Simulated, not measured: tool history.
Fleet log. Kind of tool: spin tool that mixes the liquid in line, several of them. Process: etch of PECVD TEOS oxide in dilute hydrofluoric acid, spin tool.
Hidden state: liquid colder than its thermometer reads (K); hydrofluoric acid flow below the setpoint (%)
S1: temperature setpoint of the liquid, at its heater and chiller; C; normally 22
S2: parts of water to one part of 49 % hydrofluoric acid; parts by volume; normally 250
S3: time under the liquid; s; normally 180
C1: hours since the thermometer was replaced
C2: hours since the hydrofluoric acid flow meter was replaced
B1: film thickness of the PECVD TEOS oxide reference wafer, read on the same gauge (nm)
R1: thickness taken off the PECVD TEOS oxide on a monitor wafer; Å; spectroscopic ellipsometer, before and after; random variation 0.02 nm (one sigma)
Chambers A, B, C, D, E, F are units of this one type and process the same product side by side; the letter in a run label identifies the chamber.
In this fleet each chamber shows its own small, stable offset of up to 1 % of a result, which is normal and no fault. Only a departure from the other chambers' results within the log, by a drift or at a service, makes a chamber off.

run	hour	S1	S2	S3	C1	C2	B1	R1
1B	4.7	22	250	180	2078.2	401.7	39.958	51.039
2E	10	22	250	180	1679.1	1748	39.982	51.101
3C	17.4	22	250	180	1334.7	1040.5	39.978	51.695
# hour 21: chamber C: hydrofluoric acid flow meter replaced
4F	26.1	22	250	180	1981.2	498	40.019	51.718
5A	31.3	25	250	95	651.5	623.6	39.981	30.442
6D	39.9	25	250	95	744.7	812.8	40.02	30.301
7C	48.7	25	250	95	1366	27.7	40.01	30.592
8D	56.2	25	250	95	761	829.1	39.998	30.156
9E	63.3	25	250	95	1732.4	1801.3	39.959	29.885
10F	71.7	25	250	95	2026.8	543.6	39.983	30.444
11B	77.3	22	250	180	2150.8	474.3	40.003	51.095
# hour 79.2: chamber E: hydrofluoric acid flow meter replaced
12A	85.6	22	250	180	705.8	677.9	39.998	51.501
13E	93.8	22	250	180	1762.9	14.6	39.996	51.347
14F	102.9	22	250	180	2058	574.8	40.011	51.673
15C	108.5	22	250	180	1425.8	87.5	40.033	51.784
16B	116.9	22	130	115	2190.4	513.9	39.989	72.986
17D	121.1	22	130	115	825.9	894	39.99	71.626
18A	128.7	22	130	115	748.9	721	40.016	73.384
19D	135.7	22	130	115	840.5	908.6	39.986	71.615
20C	143.8	22	130	115	1461.1	122.8	40	73.633
21F	149.2	22	130	115	2104.3	621.1	40.022	72.113
22A	157.8	22	250	180	778	750.1	39.973	51.674
23E	166.2	22	250	180	1835.3	87	40.042	51.332
24B	173.2	22	250	180	2246.7	570.2	40.039	51.175
25D	181.7	22	250	180	886.5	954.6	39.952	51.369
26F	186.8	22	250	180	2141.9	658.7	39.947	51.737
27E	195.1	22	250	180	1864.2	115.9	39.981	51.782
28C	201.6	22	135	110	1518.9	180.6	39.958	67.439
29A	208.5	22	135	110	828.7	800.8	40.022	66.885
30B	217.1	22	135	110	2290.6	614.1	40.01	65.923
31D	223.5	22	135	110	928.3	996.4	40.007	65.763
32B	230.7	22	135	110	2304.2	627.7	40.016	65.913
33C	235.5	22	135	110	1552.8	214.5	39.989	66.988
34A	240.6	22	250	180	860.8	832.9	39.96	51.74
35F	245.1	22	250	180	2200.2	717	39.993	51.697
36E	253.1	20.5	250	180	1922.2	173.9	39.998	48.746
37D	257.6	20.5	250	180	962.4	1030.5	39.971	48.241

Next, all 6 chambers run the settings below, one line each with question marks for the results. What does each chamber give?
38A	264.2	22	250	180				?
38B	264.2	22	250	180				?
38C	264.2	22	250	180				?
38D	264.2	22	250	180				?
38E	264.2	22	250	180				?
38F	264.2	22	250	180				?

run	R1
38A	51.847
38B	51.162
38C	52.008
38D	51.217
38E	51.247
38F	51.885
